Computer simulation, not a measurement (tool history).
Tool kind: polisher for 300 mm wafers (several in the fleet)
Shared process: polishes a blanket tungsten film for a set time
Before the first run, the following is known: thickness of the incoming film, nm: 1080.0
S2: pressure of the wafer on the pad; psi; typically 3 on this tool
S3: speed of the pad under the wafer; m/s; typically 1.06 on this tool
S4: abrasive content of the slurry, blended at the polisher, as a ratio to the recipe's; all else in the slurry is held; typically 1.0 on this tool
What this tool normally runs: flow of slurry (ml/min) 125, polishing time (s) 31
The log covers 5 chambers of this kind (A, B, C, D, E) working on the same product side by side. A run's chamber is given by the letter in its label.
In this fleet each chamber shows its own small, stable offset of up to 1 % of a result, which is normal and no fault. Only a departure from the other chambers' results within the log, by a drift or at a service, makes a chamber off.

At day 0.033: chamber B: slurry tank refilled with fresh slurry and peroxide.
Run 1E, day 0.104: usual settings. Result: film removed (nm) 115.40.
Run 2C, day 0.262: usual settings. Result: film removed (nm) 115.22.
At day 0.300: chamber D: head pressure recalibrated.
At day 0.329: chamber A: slurry tank refilled with fresh slurry and peroxide.
At day 0.342: chamber C: slurry nozzle cleaned.
At day 0.379: chamber E: slurry tank refilled with fresh slurry and peroxide.
Run 3A, day 0.442: usual settings. Result: film removed (nm) 116.56.
Run 4B, day 0.562: usual settings. Result: film removed (nm) 115.44.
At day 0.675: chamber A: worn pad replaced by a new one.
Run 5D, day 0.762: usual settings. Result: film removed (nm) 114.81.
Run 6C, day 0.921: usual settings. Result: film removed (nm) 117.64.
At day 1.033: chamber B: worn pad replaced by a new one.
Run 7B, day 1.117: usual settings. Result: film removed (nm) 114.24.
Run 8D, day 1.229: usual settings. Result: film removed (nm) 113.54.
Run 9A, day 1.321: usual settings but polishing time (s) 39. Result: film removed (nm) 147.68.
Run 10E, day 1.433: usual settings but polishing time (s) 39. Result: film removed (nm) 143.60.
Run 11E, day 1.546: usual settings but polishing time (s) 39. Result: film removed (nm) 146.87.
Run 12C, day 1.742: usual settings but polishing time (s) 39. Result: film removed (nm) 144.02.
At day 1.892: chamber E: worn pad replaced by a new one.
At day 1.908: chamber C: worn pad replaced by a new one.
Run 13B, day 1.929: usual settings but polishing time (s) 39. Result: film removed (nm) 145.11.
At day 2.029: chamber C: slurry blender recalibrated.
At day 2.042: chamber D: slurry blender recalibrated.
Run 14A, day 2.117: usual settings. Result: film removed (nm) 114.17.
At day 2.246: chamber B: worn pad replaced by a new one.
Run 15D, day 2.262: usual settings. Result: film removed (nm) 113.37.
At day 2.408: chamber D: worn pad replaced by a new one.
At day 2.421: chamber A: worn pad replaced by a new one.
At day 2.421: chamber A: slurry blender recalibrated.
Run 16D, day 2.462: usual settings. Result: film removed (nm) 115.20.
Run 17E, day 2.617: usual settings. Result: film removed (nm) 117.32.
Run 18C, day 2.792: usual settings. Result: film removed (nm) 115.59.
Run 19A, day 2.979: usual settings. Result: film removed (nm) 116.30.
Run 20B, day 3.112: usual settings but S4 1.1, polishing time (s) 28. Result: film removed (nm) 105.78.
Run 21C, day 3.288: usual settings but S4 1.1, polishing time (s) 28. Result: film removed (nm) 105.88.
At day 3.292: chamber B: slurry tank refilled with fresh slurry and peroxide.
Run 22B, day 3.462: usual settings but S4 1.1, polishing time (s) 28. Result: film removed (nm) 106.37.
At day 3.500: chamber B: worn pad replaced by a new one.
At day 3.575: chamber E: worn pad replaced by a new one.
Run 23A, day 3.646: usual settings but S4 1.1, polishing time (s) 28. Result: film removed (nm) 105.94.
At day 3.662: chamber D: slurry tank refilled with fresh slurry and peroxide.
Run 24E, day 3.783: usual settings but S4 1.1, polishing time (s) 28. Result: film removed (nm) 107.44.
Run 25D, day 3.942: usual settings. Result: film removed (nm) 113.18.
Run 26C, day 4.083: usual settings. Result: film removed (nm) 112.07.
Run 27B, day 4.262: usual settings. Result: film removed (nm) 115.40.
Run 28E, day 4.433: usual settings. Result: film removed (nm) 117.09.
Run 29A, day 4.521: usual settings. Result: film removed (nm) 114.45.
At day 4.612: chamber A: worn pad replaced by a new one.
Run 30D, day 4.675: usual settings. Result: film removed (nm) 116.71.
At day 4.696: chamber B: worn pad replaced by a new one.
Run 31A, day 4.804: usual settings but flow of slurry (ml/min) 150, polishing time (s) 39. Result: film removed (nm) 152.22.
Run 32B, day 4.908: usual settings but flow of slurry (ml/min) 150, polishing time (s) 39. Result: film removed (nm) 150.22.
At day 4.921: chamber D: worn pad replaced by a new one.
At day 5.000: chamber B: slurry blender recalibrated.
Run 33C, day 5.112: usual settings but flow of slurry (ml/min) 150, polishing time (s) 39. Result: film removed (nm) 142.64.
Run 34E, day 5.238: usual settings but flow of slurry (ml/min) 150, polishing time (s) 39. Result: film removed (nm) 147.92.
Run 35D, day 5.375: usual settings but flow of slurry (ml/min) 150, polishing time (s) 39. Result: film removed (nm) 147.91.
At day 5.388: chamber C: worn pad replaced by a new one.
At day 5.458: chamber E: worn pad replaced by a new one.
At day 5.508: chamber A: slurry tank refilled with fresh slurry and peroxide.
Run 36D, day 5.546: usual settings. Result: film removed (nm) 115.63.
Run 37A, day 5.750: usual settings. Result: film removed (nm) 114.33.
Run 38C, day 5.842: usual settings. Result: film removed (nm) 107.04.
Run 39E, day 5.971: usual settings. Result: film removed (nm) 116.21.
At day 6.054: chamber B: worn pad replaced by a new one.
Run 40B, day 6.067: usual settings. Result: film removed (nm) 115.60.
Run 41E, day 6.267: usual settings. Result: film removed (nm) 115.77.
Run 42D, day 6.400: usual settings but flow of slurry (ml/min) 100. Result: film removed (nm) 108.23.
Run 43C, day 6.546: usual settings but flow of slurry (ml/min) 100. Result: film removed (nm) 102.92.
At day 6.700: chamber B: slurry tank refilled with fresh slurry and peroxide.
Run 44B, day 6.708: usual settings but flow of slurry (ml/min) 100. Result: film removed (nm) 108.24.

Predict what each chamber gives when all 5 of them run the settings below next.
Run 45A, day 6.858: usual settings. Result: film removed (nm) ?.
Run 45B, day 6.858: usual settings. Result: film removed (nm) ?.
Run 45C, day 6.858: usual settings. Result: film removed (nm) ?.
Run 45D, day 6.858: usual settings. Result: film removed (nm) ?.
Run 45E, day 6.858: usual settings. Result: film removed (nm) ?.

run  film removed (nm)
45A             115.95
45B             115.79
45C             107.78
45D             114.38
45E             114.60

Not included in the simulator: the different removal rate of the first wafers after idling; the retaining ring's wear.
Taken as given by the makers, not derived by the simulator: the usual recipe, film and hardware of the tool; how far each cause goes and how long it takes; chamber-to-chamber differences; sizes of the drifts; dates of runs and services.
